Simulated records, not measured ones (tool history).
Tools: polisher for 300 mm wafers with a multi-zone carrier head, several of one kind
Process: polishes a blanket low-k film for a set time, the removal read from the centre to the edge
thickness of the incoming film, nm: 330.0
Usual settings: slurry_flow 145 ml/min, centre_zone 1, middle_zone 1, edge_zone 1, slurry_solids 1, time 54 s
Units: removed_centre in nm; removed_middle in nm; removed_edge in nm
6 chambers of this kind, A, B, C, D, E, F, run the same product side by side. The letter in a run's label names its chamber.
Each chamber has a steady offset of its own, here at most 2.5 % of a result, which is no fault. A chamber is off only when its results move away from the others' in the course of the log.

-- hour=1.3 chamber C: centre zone pressure recalibrated
run 1A hour=3.8 | slurry_flow=145 centre_zone=1 middle_zone=1 edge_zone=1 slurry_solids=1 time=54 | removed_centre=11.8 removed_middle=11.608 removed_edge=11.767
run 2C hour=6.9 | slurry_flow=145 centre_zone=1 middle_zone=1 edge_zone=1 slurry_solids=1 time=54 | removed_centre=11.983 removed_middle=11.64 removed_edge=11.836
-- hour=7.3 chamber B: worn pad replaced by a new one
-- hour=10.3 chamber A: worn pad replaced by a new one
run 3B hour=11.6 | slurry_flow=145 centre_zone=1 middle_zone=1 edge_zone=1 slurry_solids=1 time=54 | removed_centre=11.964 removed_middle=11.898 removed_edge=12.125
run 4F hour=14.3 | slurry_flow=145 centre_zone=1 middle_zone=1 edge_zone=1 slurry_solids=1 time=54 | removed_centre=11.928 removed_middle=11.983 removed_edge=11.82
run 5E hour=17.5 | slurry_flow=145 centre_zone=1 middle_zone=1 edge_zone=1 slurry_solids=1 time=54 | removed_centre=11.931 removed_middle=12.166 removed_edge=11.91
-- hour=18.2 chamber C: worn pad replaced by a new one
run 6D hour=20.4 | slurry_flow=145 centre_zone=1 middle_zone=1 edge_zone=1 slurry_solids=1 time=54 | removed_centre=11.852 removed_middle=11.831 removed_edge=11.839
run 7A hour=23.9 | slurry_flow=145 centre_zone=1 middle_zone=1 edge_zone=1 slurry_solids=1 time=54 | removed_centre=12.019 removed_middle=11.748 removed_edge=11.954
run 8C hour=28.8 | slurry_flow=145 centre_zone=1 middle_zone=1 edge_zone=1 slurry_solids=1 time=54 | removed_centre=11.983 removed_middle=11.642 removed_edge=11.807
run 9E hour=33.6 | slurry_flow=145 centre_zone=1 middle_zone=1 edge_zone=1 slurry_solids=1 time=54 | removed_centre=11.929 removed_middle=11.708 removed_edge=11.877
run 10F hour=38 | slurry_flow=145 centre_zone=1 middle_zone=1 edge_zone=1 slurry_solids=1 time=54 | removed_centre=11.701 removed_middle=11.744 removed_edge=11.743
run 11B hour=42.7 | slurry_flow=145 centre_zone=1 middle_zone=1 edge_zone=1 slurry_solids=1 time=54 | removed_centre=11.989 removed_middle=11.813 removed_edge=12.264
-- hour=42.8 chamber A: edge zone pressure recalibrated
-- hour=43.4 chamber E: worn pad replaced by a new one
run 12D hour=46.8 | slurry_flow=145 centre_zone=1 middle_zone=1 edge_zone=1 slurry_solids=1 time=54 | removed_centre=11.915 removed_middle=12.028 removed_edge=11.755
run 13B hour=49.4 | slurry_flow=145 centre_zone=1 middle_zone=1 edge_zone=1.05 slurry_solids=1 time=54 | removed_centre=11.969 removed_middle=11.821 removed_edge=12.45
run 14E hour=51.7 | slurry_flow=145 centre_zone=1 middle_zone=1 edge_zone=1.05 slurry_solids=1 time=54 | removed_centre=11.973 removed_middle=11.872 removed_edge=12.058
-- hour=54.9 chamber D: worn pad replaced by a new one
run 15C hour=55.8 | slurry_flow=145 centre_zone=1 middle_zone=1 edge_zone=1.05 slurry_solids=1 time=54 | removed_centre=11.98 removed_middle=12.024 removed_edge=12.339
-- hour=56.2 chamber F: centre zone pressure recalibrated
run 16A hour=59.7 | slurry_flow=145 centre_zone=1 middle_zone=1 edge_zone=1.05 slurry_solids=1 time=54 | removed_centre=12.033 removed_middle=11.769 removed_edge=12.177
run 17F hour=64.5 | slurry_flow=145 centre_zone=1 middle_zone=1 edge_zone=1.05 slurry_solids=1 time=54 | removed_centre=11.549 removed_middle=11.63 removed_edge=12.007
run 18D hour=67.2 | slurry_flow=145 centre_zone=1 middle_zone=1 edge_zone=1.05 slurry_solids=1 time=54 | removed_centre=11.987 removed_middle=11.875 removed_edge=12.222
run 19F hour=70.5 | slurry_flow=145 centre_zone=1 middle_zone=1 edge_zone=1 slurry_solids=1 time=54 | removed_centre=11.624 removed_middle=11.697 removed_edge=11.568
-- hour=75.4 chamber D: slurry nozzle cleaned
run 20A hour=75.5 | slurry_flow=145 centre_zone=1 middle_zone=1 edge_zone=1 slurry_solids=1 time=54 | removed_centre=11.84 removed_middle=11.911 removed_edge=12.001
run 21B hour=80 | slurry_flow=145 centre_zone=1 middle_zone=1 edge_zone=1 slurry_solids=1 time=54 | removed_centre=11.781 removed_middle=11.778 removed_edge=12.236
run 22C hour=83.6 | slurry_flow=145 centre_zone=1 middle_zone=1 edge_zone=1 slurry_solids=1 time=54 | removed_centre=11.968 removed_middle=11.591 removed_edge=11.75
run 23D hour=86.9 | slurry_flow=145 centre_zone=1 middle_zone=1 edge_zone=1 slurry_solids=1 time=54 | removed_centre=12.077 removed_middle=11.994 removed_edge=11.911
run 24E hour=90.8 | slurry_flow=145 centre_zone=1 middle_zone=1 edge_zone=1 slurry_solids=1 time=43 | removed_centre=9.5402 removed_middle=9.5647 removed_edge=9.4535
-- hour=92.6 chamber C: slurry nozzle cleaned
run 25F hour=94.8 | slurry_flow=145 centre_zone=1 middle_zone=1 edge_zone=1 slurry_solids=1 time=43 | removed_centre=9.0581 removed_middle=9.0856 removed_edge=9.3111
run 26C hour=98.3 | slurry_flow=145 centre_zone=1 middle_zone=1 edge_zone=1 slurry_solids=1 time=43 | removed_centre=9.571 removed_middle=9.391 removed_edge=9.4381
run 27E hour=102.2 | slurry_flow=145 centre_zone=1 middle_zone=1 edge_zone=1 slurry_solids=1 time=43 | removed_centre=9.4003 removed_middle=9.3925 removed_edge=9.4113
run 28D hour=106.6 | slurry_flow=145 centre_zone=1 middle_zone=1 edge_zone=1 slurry_solids=1 time=43 | removed_centre=9.6151 removed_middle=9.5576 removed_edge=9.5252
-- hour=108.1 chamber F: worn pad replaced by a new one
run 29B hour=109.8 | slurry_flow=145 centre_zone=1 middle_zone=1 edge_zone=1 slurry_solids=1 time=43 | removed_centre=9.459 removed_middle=9.3508 removed_edge=9.6611
run 30A hour=113.2 | slurry_flow=145 centre_zone=1 middle_zone=1 edge_zone=1 slurry_solids=1 time=54 | removed_centre=11.738 removed_middle=11.656 removed_edge=11.82
-- hour=117.2 chamber A: worn pad replaced by a new one
run 31F hour=118.2 | slurry_flow=145 centre_zone=1 middle_zone=1 edge_zone=1 slurry_solids=1 time=54 | removed_centre=11.107 removed_middle=11.244 removed_edge=11.417
run 32A hour=121.8 | slurry_flow=145 centre_zone=1 middle_zone=1 edge_zone=1 slurry_solids=1 time=54 | removed_centre=11.969 removed_middle=12.103 removed_edge=11.915
run 33D hour=126.7 | slurry_flow=145 centre_zone=1 middle_zone=1 edge_zone=1 slurry_solids=1 time=54 | removed_centre=11.941 removed_middle=12.233 removed_edge=11.978
run 34B hour=129.2 | slurry_flow=145 centre_zone=1 middle_zone=1 edge_zone=1 slurry_solids=1 time=36 | removed_centre=7.8974 removed_middle=7.9864 removed_edge=8.0343
run 35E hour=132.5 | slurry_flow=145 centre_zone=1 middle_zone=1 edge_zone=1 slurry_solids=1 time=36 | removed_centre=7.9604 removed_middle=7.9708 removed_edge=7.9208
run 36C hour=136.4 | slurry_flow=145 centre_zone=1 middle_zone=1 edge_zone=1 slurry_solids=1 time=36 | removed_centre=7.9116 removed_middle=7.802 removed_edge=7.9626
run 37E hour=140.5 | slurry_flow=145 centre_zone=1 middle_zone=1 edge_zone=1 slurry_solids=1 time=36 | removed_centre=8.0268 removed_middle=7.9006 removed_edge=7.9701
run 38D hour=144 | slurry_flow=145 centre_zone=1 middle_zone=1 edge_zone=1 slurry_solids=1 time=36 | removed_centre=8.0001 removed_middle=7.8676 removed_edge=7.9838
run 39F hour=146.2 | slurry_flow=145 centre_zone=1 middle_zone=1 edge_zone=1 slurry_solids=1 time=36 | removed_centre=7.1653 removed_middle=7.3838 removed_edge=7.4902
run 40C hour=149.3 | slurry_flow=145 centre_zone=1 middle_zone=1 edge_zone=1 slurry_solids=1 time=54 | removed_centre=11.93 removed_middle=11.848 removed_edge=11.781

Next, every chamber runs the same settings. What will each give?
run 41A hour=153 | slurry_flow=145 centre_zone=1 middle_zone=1 edge_zone=1 slurry_solids=1 time=54 | removed_centre=? removed_middle=? removed_edge=?
run 41B hour=153 | slurry_flow=145 centre_zone=1 middle_zone=1 edge_zone=1 slurry_solids=1 time=54 | removed_centre=? removed_middle=? removed_edge=?
run 41C hour=153 | slurry_flow=145 centre_zone=1 middle_zone=1 edge_zone=1 slurry_solids=1 time=54 | removed_centre=? removed_middle=? removed_edge=?
run 41D hour=153 | slurry_flow=145 centre_zone=1 middle_zone=1 edge_zone=1 slurry_solids=1 time=54 | removed_centre=? removed_middle=? removed_edge=?
run 41E hour=153 | slurry_flow=145 centre_zone=1 middle_zone=1 edge_zone=1 slurry_solids=1 time=54 | removed_centre=? removed_middle=? removed_edge=?
run 41F hour=153 | slurry_flow=145 centre_zone=1 middle_zone=1 edge_zone=1 slurry_solids=1 time=54 | removed_centre=? removed_middle=? removed_edge=?

run=41A removed_centre=11.93 removed_middle=11.859 removed_edge=11.952
run=41B removed_centre=11.717 removed_middle=11.888 removed_edge=12.055
run=41C removed_centre=11.981 removed_middle=11.87 removed_edge=11.814
run=41D removed_centre=11.918 removed_middle=11.972 removed_edge=11.955
run=41E removed_centre=11.965 removed_middle=12.035 removed_edge=11.863
run=41F removed_centre=10.669 removed_middle=10.98 removed_edge=11.217
